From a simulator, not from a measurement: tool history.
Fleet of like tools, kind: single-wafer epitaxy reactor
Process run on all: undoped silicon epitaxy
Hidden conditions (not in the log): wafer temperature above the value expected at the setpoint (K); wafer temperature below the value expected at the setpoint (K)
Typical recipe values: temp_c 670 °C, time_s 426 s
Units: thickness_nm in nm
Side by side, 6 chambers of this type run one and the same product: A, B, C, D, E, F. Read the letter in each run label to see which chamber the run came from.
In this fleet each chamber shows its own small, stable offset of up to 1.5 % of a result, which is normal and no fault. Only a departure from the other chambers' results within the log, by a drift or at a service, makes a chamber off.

| run | hour | temp_c | time_s | hours since the last pyrometer calibration | read-back reference wafer on the same gauge, thickness_nm | thickness_nm |
|---|---|---|---|---|---|---|
| 1E | 13.2 | 670 | 426 | 1626.5 | 93.961 | 109.80 |
| 2B | 22.2 | 670 | 426 | 1789.4 | 93.970 | 110.41 |
| 3C | 31.2 | 670 | 426 | 157.6 | 93.960 | 110.45 |
| 4D | 43.9 | 670 | 426 | 90.5 | 94.062 | 108.19 |
| 5A | 53.6 | 670 | 426 | 898.8 | 94.015 | 108.56 |
| 6F | 64.8 | 670 | 426 | 936.0 | 93.994 | 109.23 |
| 7F | 75.7 | 670 | 426 | 946.9 | 94.045 | 108.49 |
| 8D | 83.9 | 670 | 426 | 130.5 | 93.959 | 108.21 |
| 9C | 92.5 | 670 | 426 | 218.9 | 93.992 | 109.68 |
| 10B | 105.4 | 670 | 426 | 1872.6 | 93.994 | 110.69 |
| 11A | 114.1 | 670 | 466 | 959.3 | 94.003 | 118.78 |
|  | 115.0 | chamber F: pyrometer calibrated |
| 12E | 128.0 | 670 | 466 | 1741.3 | 94.020 | 120.03 |
| 13B | 141.9 | 670 | 466 | 1909.1 | 94.011 | 121.37 |
| 14A | 149.0 | 670 | 466 | 994.2 | 94.049 | 118.63 |
| 15F | 156.8 | 670 | 466 | 41.8 | 93.968 | 119.61 |
|  | 158.9 | chamber E: pyrometer calibrated |
| 16D | 168.7 | 670 | 466 | 215.3 | 93.966 | 118.61 |
| 17C | 182.8 | 670 | 426 | 309.2 | 93.978 | 110.15 |
| 18E | 191.0 | 670 | 426 | 32.2 | 93.995 | 111.62 |
| 19E | 197.8 | 682 | 396 | 39.0 | 94.026 | 133.04 |
| 20C | 205.8 | 682 | 396 | 332.2 | 93.969 | 131.13 |
| 21A | 213.1 | 682 | 396 | 1058.3 | 94.048 | 129.10 |
| 22F | 220.3 | 682 | 396 | 105.3 | 93.977 | 129.96 |
| 23B | 229.2 | 682 | 396 | 1996.4 | 94.001 | 131.91 |
| 24D | 238.8 | 682 | 396 | 285.4 | 94.037 | 128.60 |
| 25C | 253.0 | 670 | 426 | 379.4 | 94.034 | 110.05 |
| 26E | 264.2 | 670 | 426 | 105.4 | 94.008 | 111.90 |
| 27A | 270.5 | 677 | 469 | 1115.7 | 93.991 | 137.93 |
| 28B | 284.3 | 677 | 469 | 2051.5 | 94.045 | 140.85 |
| 29D | 293.2 | 677 | 469 | 339.8 | 93.958 | 138.01 |
| 30F | 302.8 | 677 | 469 | 187.8 | 94.072 | 138.99 |
| 31A | 315.2 | 677 | 469 | 1160.4 | 93.997 | 137.75 |
| 32B | 326.9 | 677 | 469 | 2094.1 | 94.028 | 141.41 |
| 33E | 336.3 | 670 | 426 | 177.5 | 93.956 | 111.49 |
| 34C | 349.5 | 670 | 426 | 475.9 | 93.988 | 110.41 |
| 35F | 356.8 | 670 | 426 | 241.8 | 93.977 | 108.96 |
| 36D | 365.7 | 670 | 426 | 412.3 | 94.040 | 107.92 |
| 37A | 375.2 | 670 | 426 | 1220.4 | 93.992 | 108.38 |
| 38D | 383.3 | 670 | 426 | 429.9 | 93.968 | 108.20 |
| 39B | 396.7 | 670 | 426 | 2163.9 | 93.999 | 110.35 |
| 40C | 403.9 | 670 | 426 | 530.3 | 93.937 | 109.83 |
| 41F | 417.3 | 670 | 426 | 302.3 | 94.015 | 108.84 |
| 42E | 427.8 | 670 | 426 | 269.0 | 94.000 | 111.47 |

Next, all 6 chambers run the settings below, one line each with question marks for the results. What does each chamber give?
| 43A | 437.9 | 670 | 426 |  |  | ? |
| 43B | 437.9 | 670 | 426 |  |  | ? |
| 43C | 437.9 | 670 | 426 |  |  | ? |
| 43D | 437.9 | 670 | 426 |  |  | ? |
| 43E | 437.9 | 670 | 426 |  |  | ? |
| 43F | 437.9 | 670 | 426 |  |  | ? |

| run | thickness_nm |
|---|---|
| 43A | 108.31 |
| 43B | 110.56 |
| 43C | 109.94 |
| 43D | 108.49 |
| 43E | 111.48 |
| 43F | 109.05 |
